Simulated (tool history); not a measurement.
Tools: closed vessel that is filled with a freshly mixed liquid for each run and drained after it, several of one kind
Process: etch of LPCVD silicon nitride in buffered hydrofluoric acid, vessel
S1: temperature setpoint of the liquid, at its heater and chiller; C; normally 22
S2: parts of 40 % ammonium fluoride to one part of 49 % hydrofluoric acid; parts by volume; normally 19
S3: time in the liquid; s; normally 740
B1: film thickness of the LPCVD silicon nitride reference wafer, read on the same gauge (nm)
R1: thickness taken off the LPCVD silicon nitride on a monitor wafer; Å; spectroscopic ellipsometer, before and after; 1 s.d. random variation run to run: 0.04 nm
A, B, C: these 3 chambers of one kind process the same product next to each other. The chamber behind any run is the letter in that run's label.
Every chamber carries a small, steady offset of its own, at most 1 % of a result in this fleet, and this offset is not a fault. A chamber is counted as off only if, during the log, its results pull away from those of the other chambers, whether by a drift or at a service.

run	hour	S1	S2	S3	B1	R1
1C	10.2	22	19	740	100.01	54.127
2A	19.8	22	19	740	99.989	53.961
3B	25.9	22	19	740	100.06	53.867
4B	35.8	22	19	740	99.969	54.447
5A	43.1	22	19	740	99.937	54.804
6C	49.4	18	12	740	100.01	67.941
7A	57	18	12	740	100.01	67.815
8C	66	18	12	740	99.972	68.491
9B	72.4	22	19	740	99.986	54.248
10A	81.9	22	19	740	99.996	54.682
11B	90.9	22	19	740	100.01	54.522
12C	99.7	22	19	740	100	54.534
13A	109.8	22	19	740	99.994	54.489
14B	119.6	19	22	740	99.952	39.793
15C	126.2	19	22	740	100.03	41.777
16B	136.5	19	22	740	100.03	40.283
17C	146.3	22	19	740	99.988	54.703
18A	153.8	22	19	740	100.03	55.259
19C	160.5	22	19	740	100.01	55.681
20B	168.5	22	19	740	99.999	54.056
21A	178.6	22	19	740	99.976	54.875
22B	184.8	22	19	740	99.994	54.61
23A	194	22	19	740	100.03	54.573
24C	201.9	22	19	740	100.01	55.88
25B	208.8	22	19	740	100.01	53.904
26C	215.7	22	19	740	99.981	56.781
27A	223.8	22	22	740	99.977	48.979
28B	231.7	22	22	740	100.01	47.89
29A	239.4	22	22	740	99.994	48.657
30C	244	22	19	740	100.01	57.427
31C	253.6	22	19	740	100.01	57.246
32A	261.4	17.5	19	740	99.959	42.699
33B	269.1	17.5	19	740	100.01	42.074
34A	276	17.5	19	740	99.993	42.752
35B	282	22	19	740	100.01	53.356
36C	291.1	22	19	740	100.02	57.191
37B	301.5	22	19	740	100	54.112
38C	307.2	22	19	740	99.999	57.901
39A	313.6	22	19	740	100.03	54.588
40C	319.5	22	19	740	99.979	59.07
41A	329.3	22	19	740	99.99	55.264
42B	334.8	22	19	740	99.966	53.824

Next, all 3 chambers run the settings below, one line each with question marks for the results. What does each chamber give?
43A	342.2	22	19	585		?
43B	342.2	22	19	585		?
43C	342.2	22	19	585		?

run	R1
43A	43.792
43B	42.256
43C	46.627
